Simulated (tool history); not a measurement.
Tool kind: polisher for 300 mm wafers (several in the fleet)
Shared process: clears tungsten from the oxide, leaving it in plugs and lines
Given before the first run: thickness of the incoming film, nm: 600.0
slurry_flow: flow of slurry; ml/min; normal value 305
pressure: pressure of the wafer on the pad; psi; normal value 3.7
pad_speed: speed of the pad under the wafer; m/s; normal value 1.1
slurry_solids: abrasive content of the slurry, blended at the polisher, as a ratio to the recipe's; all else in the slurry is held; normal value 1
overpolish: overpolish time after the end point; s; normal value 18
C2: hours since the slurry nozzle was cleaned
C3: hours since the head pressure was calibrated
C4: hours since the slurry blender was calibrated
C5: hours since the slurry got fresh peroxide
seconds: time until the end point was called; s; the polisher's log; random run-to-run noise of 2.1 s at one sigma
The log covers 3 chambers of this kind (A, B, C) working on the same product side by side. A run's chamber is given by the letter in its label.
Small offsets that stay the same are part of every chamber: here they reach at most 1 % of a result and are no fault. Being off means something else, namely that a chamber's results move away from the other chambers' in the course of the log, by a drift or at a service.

{"hour": 5.2, "done": "chamber B: worn pad replaced by a new one"}
{"run": "1B", "hour": 9.9, "slurry_flow": 305, "pressure": 3.7, "pad_speed": 1.1, "slurry_solids": 1, "overpolish": 18, "wafers polished on this pad": 36, "C2": 710.2, "C3": 1378.0, "C4": 20.4, "C5": 34.9, "seconds": 136.59}
{"run": "2A", "hour": 17.6, "slurry_flow": 305, "pressure": 3.7, "pad_speed": 1.1, "slurry_solids": 1, "overpolish": 18, "wafers polished on this pad": 353, "C2": 427.3, "C3": 715.0, "C4": 83.8, "C5": 41.3, "seconds": 139.16}
{"hour": 22.0, "done": "chamber B: head pressure recalibrated"}
{"run": "3C", "hour": 23.8, "slurry_flow": 305, "pressure": 3.7, "pad_speed": 1.1, "slurry_solids": 1, "overpolish": 18, "wafers polished on this pad": 987, "C2": 43.0, "C3": 207.0, "C4": 98.7, "C5": 84.9, "seconds": 144.15}
{"run": "4A", "hour": 32.5, "slurry_flow": 305, "pressure": 3.7, "pad_speed": 1.1, "slurry_solids": 1, "overpolish": 18, "wafers polished on this pad": 468, "C2": 442.2, "C3": 729.9, "C4": 98.7, "C5": 56.2, "seconds": 142.12}
{"run": "5B", "hour": 40.8, "slurry_flow": 305, "pressure": 3.7, "pad_speed": 1.1, "slurry_solids": 1, "overpolish": 18, "wafers polished on this pad": 274, "C2": 741.1, "C3": 18.8, "C4": 51.3, "C5": 65.8, "seconds": 143.25}
{"hour": 40.9, "done": "chamber A: slurry tank refilled with fresh slurry and peroxide"}
{"run": "6C", "hour": 45.9, "slurry_flow": 305, "pressure": 3.7, "pad_speed": 1.1, "slurry_solids": 1, "overpolish": 18, "wafers polished on this pad": 1157, "C2": 65.1, "C3": 229.1, "C4": 120.8, "C5": 107.0, "seconds": 142.07}
{"run": "7B", "hour": 55.0, "slurry_flow": 305, "pressure": 3.7, "pad_speed": 1.1, "slurry_solids": 1, "overpolish": 18, "wafers polished on this pad": 384, "C2": 755.3, "C3": 33.0, "C4": 65.5, "C5": 80.0, "seconds": 144.61}
{"run": "8C", "hour": 59.9, "slurry_flow": 305, "pressure": 3.7, "pad_speed": 1.1, "slurry_solids": 1, "overpolish": 18, "wafers polished on this pad": 1265, "C2": 79.1, "C3": 243.1, "C4": 134.8, "C5": 121.0, "seconds": 142.3}
{"hour": 63.0, "done": "chamber C: worn pad replaced by a new one"}
{"hour": 66.2, "done": "chamber A: worn pad replaced by a new one"}
{"run": "9A", "hour": 67.7, "slurry_flow": 305, "pressure": 3.7, "pad_speed": 1.1, "slurry_solids": 1, "overpolish": 18, "wafers polished on this pad": 11, "C2": 477.4, "C3": 765.1, "C4": 133.9, "C5": 26.9, "seconds": 141.72}
{"run": "10A", "hour": 77.2, "slurry_flow": 305, "pressure": 3.7, "pad_speed": 1.1, "slurry_solids": 1, "overpolish": 18, "wafers polished on this pad": 84, "C2": 486.9, "C3": 774.6, "C4": 143.4, "C5": 36.4, "seconds": 136.96}
{"hour": 85.6, "done": "chamber B: worn pad replaced by a new one"}
{"hour": 85.8, "done": "chamber A: slurry nozzle cleaned"}
{"run": "11B", "hour": 87.1, "slurry_flow": 305, "pressure": 3.7, "pad_speed": 1.1, "slurry_solids": 1, "overpolish": 18, "wafers polished on this pad": 11, "C2": 787.4, "C3": 65.1, "C4": 97.6, "C5": 112.1, "seconds": 148.03}
{"hour": 89.6, "done": "chamber A: slurry tank refilled with fresh slurry and peroxide"}
{"hour": 91.8, "done": "chamber C: slurry tank refilled with fresh slurry and peroxide"}
{"run": "12C", "hour": 95.3, "slurry_flow": 305, "pressure": 3.7, "pad_speed": 1.1, "slurry_solids": 1, "overpolish": 18, "wafers polished on this pad": 249, "C2": 114.5, "C3": 278.5, "C4": 170.2, "C5": 3.6, "seconds": 141.16}
{"run": "13B", "hour": 105.8, "slurry_flow": 305, "pressure": 3.7, "pad_speed": 1.1, "slurry_solids": 1, "overpolish": 18, "wafers polished on this pad": 155, "C2": 806.1, "C3": 83.8, "C4": 116.3, "C5": 130.8, "seconds": 144.03}
{"run": "14C", "hour": 111.0, "slurry_flow": 305, "pressure": 3.7, "pad_speed": 1.1, "slurry_solids": 1, "overpolish": 18, "wafers polished on this pad": 370, "C2": 130.2, "C3": 294.2, "C4": 185.9, "C5": 19.3, "seconds": 140.5}
{"run": "15A", "hour": 120.8, "slurry_flow": 305, "pressure": 3.7, "pad_speed": 1.1, "slurry_solids": 1, "overpolish": 18, "wafers polished on this pad": 421, "C2": 35.1, "C3": 818.2, "C4": 187.0, "C5": 31.2, "seconds": 139.76}
{"run": "16B", "hour": 127.0, "slurry_flow": 305, "pressure": 3.7, "pad_speed": 1.1, "slurry_solids": 1, "overpolish": 18, "wafers polished on this pad": 319, "C2": 827.3, "C3": 105.0, "C4": 137.5, "C5": 152.0, "seconds": 147.45}
{"hour": 130.0, "done": "chamber B: slurry nozzle cleaned"}
{"run": "17A", "hour": 136.5, "slurry_flow": 305, "pressure": 3.7, "pad_speed": 1.1, "slurry_solids": 1, "overpolish": 18, "wafers polished on this pad": 542, "C2": 50.8, "C3": 833.9, "C4": 202.7, "C5": 46.9, "seconds": 140.69}
{"hour": 143.1, "done": "chamber A: slurry tank refilled with fresh slurry and peroxide"}
{"run": "18C", "hour": 144.5, "slurry_flow": 305, "pressure": 3.7, "pad_speed": 1.1, "slurry_solids": 1, "overpolish": 18, "wafers polished on this pad": 628, "C2": 163.7, "C3": 327.7, "C4": 219.4, "C5": 52.8, "seconds": 138.75}
{"run": "19A", "hour": 154.1, "slurry_flow": 305, "pressure": 3.7, "pad_speed": 1.1, "slurry_solids": 1, "overpolish": 18, "wafers polished on this pad": 677, "C2": 68.4, "C3": 851.5, "C4": 220.3, "C5": 11.0, "seconds": 137.66}
{"hour": 158.7, "done": "chamber A: slurry blender recalibrated"}
{"hour": 161.3, "done": "chamber B: worn pad replaced by a new one"}
{"run": "20C", "hour": 163.2, "slurry_flow": 305, "pressure": 3.7, "pad_speed": 1.1, "slurry_solids": 1, "overpolish": 18, "wafers polished on this pad": 772, "C2": 182.4, "C3": 346.4, "C4": 238.1, "C5": 71.5, "seconds": 144.5}
{"hour": 165.8, "done": "chamber A: worn pad replaced by a new one"}
{"run": "21B", "hour": 172.3, "slurry_flow": 305, "pressure": 3.7, "pad_speed": 1.1, "slurry_solids": 1, "overpolish": 18, "wafers polished on this pad": 85, "C2": 42.3, "C3": 150.3, "C4": 182.8, "C5": 197.3, "seconds": 151.41}
{"run": "22C", "hour": 177.2, "slurry_flow": 305, "pressure": 3.7, "pad_speed": 1.1, "slurry_solids": 1, "overpolish": 18, "wafers polished on this pad": 880, "C2": 196.4, "C3": 360.4, "C4": 252.1, "C5": 85.5, "seconds": 139.99}
{"run": "23A", "hour": 187.8, "slurry_flow": 305, "pressure": 4.5, "pad_speed": 1.1, "slurry_solids": 1, "overpolish": 9, "wafers polished on this pad": 169, "C2": 102.1, "C3": 885.2, "C4": 29.2, "C5": 44.7, "seconds": 115.29}
{"run": "24B", "hour": 197.0, "slurry_flow": 305, "pressure": 4.5, "pad_speed": 1.1, "slurry_solids": 1, "overpolish": 9, "wafers polished on this pad": 275, "C2": 67.0, "C3": 175.0, "C4": 207.5, "C5": 222.0, "seconds": 130.67}
{"hour": 202.3, "done": "chamber A: slurry tank refilled with fresh slurry and peroxide"}
{"run": "25B", "hour": 205.4, "slurry_flow": 305, "pressure": 4.5, "pad_speed": 1.1, "slurry_solids": 1, "overpolish": 9, "wafers polished on this pad": 340, "C2": 75.4, "C3": 183.4, "C4": 215.9, "C5": 230.4, "seconds": 130.05}
{"run": "26A", "hour": 216.1, "slurry_flow": 305, "pressure": 3.7, "pad_speed": 1.1, "slurry_solids": 1, "overpolish": 18, "wafers polished on this pad": 388, "C2": 130.4, "C3": 913.5, "C4": 57.5, "C5": 13.8, "seconds": 139.73}
{"hour": 218.2, "done": "chamber B: slurry blender recalibrated"}
{"run": "27C", "hour": 226.9, "slurry_flow": 305, "pressure": 2.6, "pad_speed": 1.1, "slurry_solids": 1, "overpolish": 12, "wafers polished on this pad": 1263, "C2": 246.1, "C3": 410.1, "C4": 301.8, "C5": 135.2, "seconds": 202.14}
{"run": "28B", "hour": 236.1, "slurry_flow": 305, "pressure": 2.6, "pad_speed": 1.1, "slurry_solids": 1, "overpolish": 12, "wafers polished on this pad": 577, "C2": 106.1, "C3": 214.1, "C4": 18.0, "C5": 261.1, "seconds": 226.33}

What goes on in this fleet: one chamber off, a drifting gauge, or nothing beyond the chambers' own small offsets? Name the chamber and the cause, if any.

Chamber B drifts away from the others.
Likeliest cause: peroxide lost from the slurry, % = 29.2.
It could be hard to tell apart here from: head's pressure below its setpoint, %.

Chamber B could run next with any of the 4 candidate recipes listed below; each alters the usual settings, and their results appear as question marks. Which one brings its results back in line with what the other chambers deliver on the usual settings?
Maximum distance from the other chambers' mean on the usual settings for a result to count as in line: seconds 7.40 s
{"run": "29B-1", "hour": 243.8, "slurry_flow": 305, "pressure": 3.9, "pad_speed": 1.16, "slurry_solids": 1.0, "overpolish": 18, "seconds": "?"}
{"run": "29B-2", "hour": 243.8, "slurry_flow": 305, "pressure": 3.7, "pad_speed": 1.14, "slurry_solids": 1.0, "overpolish": 18, "seconds": "?"}
{"run": "29B-3", "hour": 243.8, "slurry_flow": 305, "pressure": 3.7, "pad_speed": 1.1, "slurry_solids": 0.85, "overpolish": 18, "seconds": "?"}
{"run": "29B-4", "hour": 243.8, "slurry_flow": 300, "pressure": 3.7, "pad_speed": 0.98, "slurry_solids": 1.0, "overpolish": 18, "seconds": "?"}

Average result of the remaining chambers running the usual settings: seconds 141.20 s
run=29B-1 seconds=143.97
run=29B-2 seconds=154.34
run=29B-3 seconds=166.22
run=29B-4 seconds=180.22
29B-1 puts the chamber back in line with the other chambers.
